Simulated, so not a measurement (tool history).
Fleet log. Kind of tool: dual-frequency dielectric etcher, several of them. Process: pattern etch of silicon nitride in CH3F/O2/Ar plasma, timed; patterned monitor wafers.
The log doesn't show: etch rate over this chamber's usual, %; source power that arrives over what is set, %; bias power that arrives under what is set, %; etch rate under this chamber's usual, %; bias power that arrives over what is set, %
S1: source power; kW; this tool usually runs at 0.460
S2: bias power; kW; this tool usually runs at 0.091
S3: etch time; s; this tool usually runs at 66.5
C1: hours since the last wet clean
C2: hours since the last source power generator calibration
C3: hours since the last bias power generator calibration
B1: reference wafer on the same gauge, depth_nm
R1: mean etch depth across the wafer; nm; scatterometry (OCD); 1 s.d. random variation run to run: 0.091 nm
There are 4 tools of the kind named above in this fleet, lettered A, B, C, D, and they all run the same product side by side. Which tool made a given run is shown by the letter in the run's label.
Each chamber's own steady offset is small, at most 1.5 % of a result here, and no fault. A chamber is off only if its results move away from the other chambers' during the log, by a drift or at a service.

run,hour,S1,S2,S3,C1,C2,C3,B1,R1
1B,6.4,0.460,0.091,66.5,310.6,4190.6,1588.3,46.897,53.365
2A,11.8,0.460,0.091,66.5,95.4,2062.4,61.0,46.859,53.989
3C,18.7,0.460,0.091,66.5,186.1,1564.5,409.1,46.844,53.320
4D,21.9,0.460,0.091,66.5,280.0,756.2,727.4,46.870,52.971
5C,25.6,0.460,0.091,66.5,193.0,1571.4,416.0,46.832,53.379
6B,28.9,0.460,0.091,66.5,333.1,4213.1,1610.8,46.829,53.263
7A,34.1,0.460,0.091,66.5,117.7,2084.7,83.3,46.841,53.741
8D,40.9,0.460,0.091,66.5,299.0,775.2,746.4,46.802,52.978
9C,46.4,0.460,0.091,66.5,213.8,1592.2,436.8,46.808,53.259
# hour 47.3: chamber B: bias power generator calibrated
10D,50.2,0.460,0.091,66.5,308.3,784.5,755.7,46.785,52.860
# hour 55.3: chamber B: wet clean of the chamber
11A,56.7,0.460,0.091,66.5,140.3,2107.3,105.9,46.783,53.853
12B,63.6,0.460,0.091,66.5,8.4,4247.8,16.3,46.767,53.145
13A,70.5,0.460,0.091,66.5,154.1,2121.1,119.7,46.728,53.701
14B,73.9,0.460,0.091,66.5,18.7,4258.1,26.6,46.719,53.228
15D,77.4,0.460,0.091,66.5,335.5,811.7,782.9,46.708,52.804
16C,81.5,0.460,0.091,66.5,248.9,1627.3,471.9,46.687,53.348
17C,86.2,0.460,0.091,66.5,253.6,1632.0,476.6,46.689,53.078
18A,91.0,0.460,0.091,66.5,174.6,2141.6,140.2,46.673,53.911
19D,97.1,0.460,0.091,66.5,355.2,831.4,802.6,46.672,52.626
20B,101.5,0.460,0.091,66.5,46.3,4285.7,54.2,46.647,53.042
21D,106.5,0.460,0.072,66.5,364.6,840.8,812.0,46.664,48.463
22B,110.4,0.460,0.072,66.5,55.2,4294.6,63.1,46.640,48.964
23C,116.5,0.460,0.072,66.5,283.9,1662.3,506.9,46.626,48.902
24A,122.8,0.460,0.072,66.5,206.4,2173.4,172.0,46.583,49.422
25B,128.8,0.460,0.091,66.5,73.6,4313.0,81.5,46.601,53.094
26A,133.7,0.460,0.091,66.5,217.3,2184.3,182.9,46.590,53.718

The same settings go to every chamber for the next run, one line per chamber below. Forecast the results for each:
27A,138.9,0.460,0.102,66.5,,,,,?
27B,138.9,0.460,0.102,66.5,,,,,?
27C,138.9,0.460,0.102,66.5,,,,,?
27D,138.9,0.460,0.102,66.5,,,,,?

run,R1
27A,55.722
27B,55.212
27C,55.336
27D,54.848
